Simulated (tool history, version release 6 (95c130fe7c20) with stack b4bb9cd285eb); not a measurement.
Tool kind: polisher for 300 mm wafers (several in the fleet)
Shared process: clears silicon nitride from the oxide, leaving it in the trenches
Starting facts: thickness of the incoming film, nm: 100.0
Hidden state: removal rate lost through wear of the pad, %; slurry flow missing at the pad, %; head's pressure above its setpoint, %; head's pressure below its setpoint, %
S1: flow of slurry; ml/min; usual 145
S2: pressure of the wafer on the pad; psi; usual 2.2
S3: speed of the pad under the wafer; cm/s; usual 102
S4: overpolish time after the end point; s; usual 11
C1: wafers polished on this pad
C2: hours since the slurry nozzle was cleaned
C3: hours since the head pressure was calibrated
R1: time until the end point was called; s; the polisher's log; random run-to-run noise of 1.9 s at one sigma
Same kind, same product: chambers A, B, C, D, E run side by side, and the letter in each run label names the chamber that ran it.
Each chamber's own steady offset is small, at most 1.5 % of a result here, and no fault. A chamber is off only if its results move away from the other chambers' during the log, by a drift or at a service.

| run | day | S1 | S2 | S3 | S4 | C1 | C2 | C3 | R1 |
|---|---|---|---|---|---|---|---|---|---|
| 1B | 0.504 | 145 | 2.2 | 102 | 11 | 305 | 310.6 | 108.2 | 115.33 |
| 2A | 0.771 | 145 | 2.2 | 102 | 11 | 590 | 90 | 185.1 | 108.65 |
| 3E | 1.271 | 145 | 2.2 | 102 | 11 | 762 | 82.9 | 598.1 | 112.59 |
| 4D | 1.521 | 145 | 2.2 | 102 | 11 | 295 | 305.3 | 207.8 | 112.89 |
| 5C | 1.796 | 145 | 2.2 | 102 | 11 | 510 | 224.3 | 112.2 | 109.47 |
| 6C | 2.267 | 145 | 2.2 | 102 | 11 | 566 | 235.6 | 123.5 | 114.48 |
|  | 2.508 | chamber B: worn pad replaced by a new one |
| 7E | 2.642 | 145 | 2.2 | 102 | 11 | 925 | 115.8 | 631 | 113.23 |
| 8B | 2.9 | 145 | 2.2 | 102 | 11 | 46 | 368.1 | 165.7 | 114.38 |
|  | 3.008 | chamber E: worn pad replaced by a new one |
| 9D | 3.212 | 145 | 2.2 | 102 | 11 | 496 | 345.9 | 248.4 | 116.85 |
| 10A | 3.704 | 145 | 2.2 | 120 | 11 | 938 | 160.4 | 255.5 | 96.46 |
| 11E | 3.938 | 145 | 2.2 | 120 | 11 | 110 | 146.9 | 662.1 | 98.116 |
| 12C | 4.242 | 145 | 2.2 | 120 | 11 | 800 | 283 | 170.9 | 98.316 |
|  | 4.404 | chamber A: worn pad replaced by a new one |
| 13A | 4.533 | 145 | 2.2 | 120 | 11 | 15 | 180.3 | 275.4 | 96.689 |
| 14B | 4.758 | 145 | 2.2 | 120 | 11 | 267 | 412.7 | 210.3 | 98.473 |
| 15D | 5.188 | 145 | 2.2 | 102 | 11 | 730 | 393.3 | 295.8 | 115.62 |
| 16A | 5.667 | 145 | 2.2 | 68 | 14 | 149 | 207.5 | 302.6 | 162.97 |
| 17D | 6.062 | 145 | 2.2 | 68 | 14 | 834 | 414.3 | 316.8 | 175.88 |
| 18C | 6.483 | 145 | 2.2 | 68 | 14 | 1066 | 336.8 | 224.7 | 172.51 |
| 19E | 6.812 | 145 | 2.2 | 68 | 14 | 451 | 215.9 | 731.1 | 171.31 |
|  | 7.158 | chamber C: worn pad replaced by a new one |
| 20B | 7.208 | 145 | 2.2 | 68 | 14 | 557 | 471.5 | 269.1 | 174.33 |
|  | 7.246 | chamber D: head pressure recalibrated |
| 21E | 7.433 | 145 | 2.2 | 102 | 11 | 525 | 230.8 | 746 | 114.3 |
|  | 7.662 | chamber B: worn pad replaced by a new one |
| 22C | 7.692 | 145 | 2.2 | 102 | 11 | 63 | 365.8 | 253.7 | 112.58 |
| 23A | 8.183 | 145 | 2.2 | 102 | 11 | 448 | 267.9 | 363 | 112.87 |
| 24B | 8.608 | 145 | 1.5 | 102 | 11 | 112 | 505.1 | 302.7 | 170.43 |
| 25D | 8.867 | 145 | 1.5 | 102 | 11 | 1166 | 481.6 | 39 | 180.52 |
| 26D | 9.192 | 145 | 1.5 | 102 | 11 | 1205 | 489.4 | 46.8 | 176.48 |
| 27C | 9.454 | 145 | 1.5 | 102 | 11 | 272 | 408.1 | 296 | 163.49 |
| 28B | 9.854 | 145 | 1.5 | 102 | 11 | 260 | 535 | 332.6 | 164.34 |
| 29A | 10.204 | 145 | 2.2 | 136 | 11 | 688 | 316.4 | 411.5 | 85.701 |
|  | 10.446 | chamber B: slurry nozzle cleaned |
| 30E | 10.667 | 145 | 2.2 | 136 | 11 | 908 | 308.4 | 823.6 | 86.911 |
|  | 10.821 | chamber A: slurry nozzle cleaned |
| 31B | 11.046 | 145 | 2.2 | 136 | 11 | 401 | 14.5 | 361.2 | 85.079 |
|  | 11.329 | chamber E: worn pad replaced by a new one |
| 32D | 11.517 | 145 | 2.2 | 136 | 11 | 1481 | 545.2 | 102.6 | 90.828 |
| 33E | 11.783 | 145 | 2.2 | 136 | 11 | 54 | 335.2 | 850.4 | 85.989 |
|  | 12.15 | chamber D: slurry nozzle cleaned |
| 34A | 12.229 | 145 | 2.2 | 102 | 11 | 928 | 33.8 | 460.1 | 111.83 |
|  | 12.396 | chamber B: worn pad replaced by a new one |
| 35C | 12.542 | 145 | 2.2 | 102 | 11 | 639 | 482.2 | 370.1 | 115.45 |
|  | 12.596 | chamber A: worn pad replaced by a new one |
| 36B | 13.025 | 145 | 2.2 | 102 | 11 | 74 | 62 | 408.7 | 114.62 |
| 37E | 13.467 | 145 | 2.2 | 102 | 11 | 253 | 375.6 | 890.8 | 116.29 |
| 38A | 13.796 | 145 | 2.2 | 102 | 11 | 142 | 71.4 | 497.7 | 113.32 |
| 39D | 14.288 | 145 | 2.2 | 102 | 11 | 1809 | 51.4 | 169.1 | 129.66 |
| 40C | 14.512 | 145 | 2.2 | 102 | 11 | 872 | 529.5 | 417.4 | 113.18 |
| 41C | 14.804 | 145 | 2.2 | 102 | 11 | 907 | 536.5 | 424.4 | 113.86 |

Read the log: is a single chamber off, either drifting away or since a service, is the gauge that measures every chamber drifting, or is nothing wrong beyond small per-chamber offsets? Name any odd chamber and what most likely caused it.

Little by little, chamber D moves away from the other chambers.
Cause: removal rate lost through wear of the pad, % = 12.3.

Which of the 4 candidates below, each the usual settings with something changed and its results left as question marks, puts chamber D back in line with what the other chambers give on the usual settings?
To be in line, a result may differ from the other chambers' mean on the usual settings by at most: R1 6.6 s
| 42D-1 | 15.171 | 145 | 1.9 | 102 | 11 |  |  |  | ? |
| 42D-2 | 15.171 | 155 | 3 | 102 | 11 |  |  |  | ? |
| 42D-3 | 15.171 | 140 | 2.2 | 76 | 11 |  |  |  | ? |
| 42D-4 | 15.171 | 145 | 2.4 | 108 | 11 |  |  |  | ? |

On the usual settings, the other chambers give on average: R1 113.98 s
| run | R1 |
|---|---|
| 42D-1 | 151.57 |
| 42D-2 | 94.786 |
| 42D-3 | 176.24 |
| 42D-4 | 113.3 |
Change 42D-4 lands the chamber within the allowed miss of the other chambers.
